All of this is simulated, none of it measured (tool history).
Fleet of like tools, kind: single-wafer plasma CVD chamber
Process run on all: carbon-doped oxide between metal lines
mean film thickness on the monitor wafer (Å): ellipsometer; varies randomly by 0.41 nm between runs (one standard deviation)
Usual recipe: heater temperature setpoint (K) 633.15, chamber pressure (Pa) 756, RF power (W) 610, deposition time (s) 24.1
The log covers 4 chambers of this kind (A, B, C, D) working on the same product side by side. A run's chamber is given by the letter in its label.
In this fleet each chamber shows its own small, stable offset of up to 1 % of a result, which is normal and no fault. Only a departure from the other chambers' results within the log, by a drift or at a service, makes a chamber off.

run   hour  heater temperature setpoint (K)  chamber pressure (Pa)  RF power (W)  deposition time (s)  read-back reference wafer on the same gauge, thickness_nm  mean film thickness on the monitor wafer (Å)
 1A    5.7                           633.15                    756           610                 24.1                                                     138.96                                        1378.3
 2D   12.5                           633.15                    756           610                 24.1                                                     139.06                                        1376.9
 3B   20.6                           633.15                    756           610                 24.1                                                     138.88                                        1390.8
      22.9  -- chamber A: thermocouple changed; heater temperature recalibrated
 4C   28.2                           633.15                    756           610                 24.1                                                      139.1                                        1367.5
 5C   37.2                           633.15                    756           610                 24.1                                                        139                                        1370.4
 6A   45.4                           633.15                    756           610                 24.1                                                     138.99                                        1379.6
 7B   52.6                           633.15                    756           610                 24.1                                                     139.03                                          1381
 8D   60.8                           633.15                    756           610                 24.1                                                     138.89                                        1374.2
 9A   68.4                           633.15                    756           610                 24.1                                                     138.95                                        1380.3
10C   77.5                           633.15                    756           610                 24.1                                                     138.95                                        1384.7
11B   83.2                           633.15                    756           610                 24.1                                                     138.98                                        1382.2
      89.1  -- chamber A: capacitance manometer re-zeroed and calibrated
12D   90.2                           633.15                    756           610                 24.1                                                     139.01                                        1364.3
13B   98.8                           633.15                    756           610                 24.1                                                     138.96                                        1381.5
14D  104.2                           633.15                    756           610                 24.1                                                      138.9                                        1351.9
15A  111.9                           643.15                    860           610                 24.1                                                     138.94                                        1360.4
16C  117.9                           643.15                    860           610                 24.1                                                     138.97                                        1358.5
17A  126.9                           643.15                    860           610                 24.1                                                     139.04                                        1358.1
18D  135.7                           643.15                    860           610                 24.1                                                     138.94                                        1331.9
19C  140.2                           633.15                    756           610                 24.1                                                     138.92                                        1362.3
20B  145.5                           647.15                    756           710                 24.1                                                     138.91                                        1463.1
     152.4  -- chamber B: capacitance manometer re-zeroed and calibrated
21D  153.6                           647.15                    756           710                 24.1                                                     139.03                                        1423.8
22B  159.5                           647.15                    756           710                 24.1                                                     139.12                                        1465.4
23C  167.8                           647.15                    756           710                 24.1                                                     139.11                                        1455.8
24A  175.6                           633.15                    756           610                 24.1                                                     138.86                                        1373.1

Does one chamber stand apart from the rest, does the shared gauge drift, or is all well apart from small per-chamber offsets? Give the chamber and the most likely cause, where there is one.

One chamber, D, drifts off from the rest bit by bit.
Likeliest cause: delivered RF power below the setpoint (%) = 5.47.

Here are 4 candidates for chamber D's next run, each the usual settings with a change, their results left as question marks. Which one brings its results back in line with what the others give on the usual settings?
In line means no further than this from the other chambers' mean on the usual settings: mean film thickness on the monitor wafer (Å) 14
25D-1  182.3                           633.15                    779           675                 24.1                                                                                                        ?
25D-2  182.3                           633.15                    753           600                 23.6                                                                                                        ?
25D-3  182.3                           633.15                    767           640                 24.1                                                                                                        ?
25D-4  182.3                           634.15                    756           595                   23                                                                                                        ?

The mean the other chambers reach with the usual settings: mean film thickness on the monitor wafer (Å) 1376.8
  run  mean film thickness on the monitor wafer (Å)
25D-1                                          1425
25D-2                                        1294.6
25D-3                                        1377.2
25D-4                                        1253.2
Change 25D-3 lands the chamber within the allowed miss of the other chambers.
